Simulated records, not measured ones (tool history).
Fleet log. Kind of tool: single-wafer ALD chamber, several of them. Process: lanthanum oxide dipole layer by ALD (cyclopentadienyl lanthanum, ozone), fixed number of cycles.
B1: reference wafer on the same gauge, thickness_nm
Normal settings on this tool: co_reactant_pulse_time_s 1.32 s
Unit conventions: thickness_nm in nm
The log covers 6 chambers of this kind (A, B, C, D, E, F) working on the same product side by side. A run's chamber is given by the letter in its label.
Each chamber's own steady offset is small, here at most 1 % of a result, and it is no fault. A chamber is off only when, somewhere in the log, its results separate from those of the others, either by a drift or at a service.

run 1C hour=12.0 | co_reactant_pulse_time_s=1.32 | B1=0.57794 | thickness_nm=0.53574
-- hour=23.6 chamber C: ozone generator serviced
run 2E hour=27.2 | co_reactant_pulse_time_s=1.32 | B1=0.57756 | thickness_nm=0.53565
run 3F hour=37.3 | co_reactant_pulse_time_s=1.32 | B1=0.57818 | thickness_nm=0.53392
run 4A hour=47.9 | co_reactant_pulse_time_s=1.32 | B1=0.57824 | thickness_nm=0.53918
run 5D hour=59.7 | co_reactant_pulse_time_s=1.32 | B1=0.57774 | thickness_nm=0.53218
run 6B hour=67.8 | co_reactant_pulse_time_s=1.59 | B1=0.57713 | thickness_nm=0.55725
run 7A hour=75.4 | co_reactant_pulse_time_s=1.59 | B1=0.57846 | thickness_nm=0.55995
run 8B hour=82.3 | co_reactant_pulse_time_s=1.59 | B1=0.57771 | thickness_nm=0.55131
run 9F hour=90.8 | co_reactant_pulse_time_s=1.59 | B1=0.57862 | thickness_nm=0.55214
run 10E hour=99.1 | co_reactant_pulse_time_s=1.59 | B1=0.57833 | thickness_nm=0.55796
run 11C hour=110.6 | co_reactant_pulse_time_s=1.59 | B1=0.57773 | thickness_nm=0.56317
run 12D hour=120.2 | co_reactant_pulse_time_s=1.14 | B1=0.57793 | thickness_nm=0.51596
run 13E hour=132.9 | co_reactant_pulse_time_s=1.14 | B1=0.57762 | thickness_nm=0.52285
run 14A hour=142.0 | co_reactant_pulse_time_s=1.14 | B1=0.57745 | thickness_nm=0.52513
run 15D hour=153.8 | co_reactant_pulse_time_s=1.14 | B1=0.57803 | thickness_nm=0.51280
run 16B hour=166.1 | co_reactant_pulse_time_s=1.14 | B1=0.57868 | thickness_nm=0.51670
-- hour=166.4 chamber B: ozone generator serviced
run 17C hour=180.7 | co_reactant_pulse_time_s=1.14 | B1=0.57850 | thickness_nm=0.52131
run 18F hour=187.9 | co_reactant_pulse_time_s=1.32 | B1=0.57829 | thickness_nm=0.53285
run 19D hour=201.1 | co_reactant_pulse_time_s=1.32 | B1=0.57850 | thickness_nm=0.52977
run 20E hour=215.0 | co_reactant_pulse_time_s=1.32 | B1=0.57887 | thickness_nm=0.53842
run 21B hour=227.8 | co_reactant_pulse_time_s=1.80 | B1=0.57824 | thickness_nm=0.56288
run 22F hour=242.0 | co_reactant_pulse_time_s=1.80 | B1=0.57849 | thickness_nm=0.55966
run 23C hour=249.8 | co_reactant_pulse_time_s=1.80 | B1=0.57757 | thickness_nm=0.57015
-- hour=259.8 chamber E: ozone generator serviced
run 24A hour=263.2 | co_reactant_pulse_time_s=1.80 | B1=0.57812 | thickness_nm=0.56558
run 25F hour=272.5 | co_reactant_pulse_time_s=1.80 | B1=0.57759 | thickness_nm=0.55706
run 26C hour=281.0 | co_reactant_pulse_time_s=1.80 | B1=0.57758 | thickness_nm=0.56831
run 27A hour=290.0 | co_reactant_pulse_time_s=1.32 | B1=0.57813 | thickness_nm=0.54699
run 28D hour=300.5 | co_reactant_pulse_time_s=1.76 | B1=0.57835 | thickness_nm=0.56025
run 29B hour=314.5 | co_reactant_pulse_time_s=1.76 | B1=0.57787 | thickness_nm=0.55703
-- hour=317.0 chamber A: ozone generator serviced
run 30E hour=321.3 | co_reactant_pulse_time_s=1.76 | B1=0.57774 | thickness_nm=0.56469
run 31D hour=332.5 | co_reactant_pulse_time_s=1.76 | B1=0.57842 | thickness_nm=0.56073
run 32F hour=340.4 | co_reactant_pulse_time_s=1.76 | B1=0.57850 | thickness_nm=0.55503
run 33E hour=354.2 | co_reactant_pulse_time_s=1.76 | B1=0.57830 | thickness_nm=0.56438
run 34B hour=365.6 | co_reactant_pulse_time_s=1.32 | B1=0.57785 | thickness_nm=0.54175
run 35A hour=376.1 | co_reactant_pulse_time_s=1.32 | B1=0.57923 | thickness_nm=0.54665
run 36C hour=385.3 | co_reactant_pulse_time_s=1.32 | B1=0.57823 | thickness_nm=0.54416
run 37D hour=393.9 | co_reactant_pulse_time_s=1.32 | B1=0.57818 | thickness_nm=0.53382

For the next run the whole fleet of 6 chambers uses the same settings. Give each chamber's results:
run 38A hour=404.9 | co_reactant_pulse_time_s=1.32 | thickness_nm=?
run 38B hour=404.9 | co_reactant_pulse_time_s=1.32 | thickness_nm=?
run 38C hour=404.9 | co_reactant_pulse_time_s=1.32 | thickness_nm=?
run 38D hour=404.9 | co_reactant_pulse_time_s=1.32 | thickness_nm=?
run 38E hour=404.9 | co_reactant_pulse_time_s=1.32 | thickness_nm=?
run 38F hour=404.9 | co_reactant_pulse_time_s=1.32 | thickness_nm=?

run=38A thickness_nm=0.54393
run=38B thickness_nm=0.53751
run=38C thickness_nm=0.53980
run=38D thickness_nm=0.53540
run=38E thickness_nm=0.53523
run=38F thickness_nm=0.53263
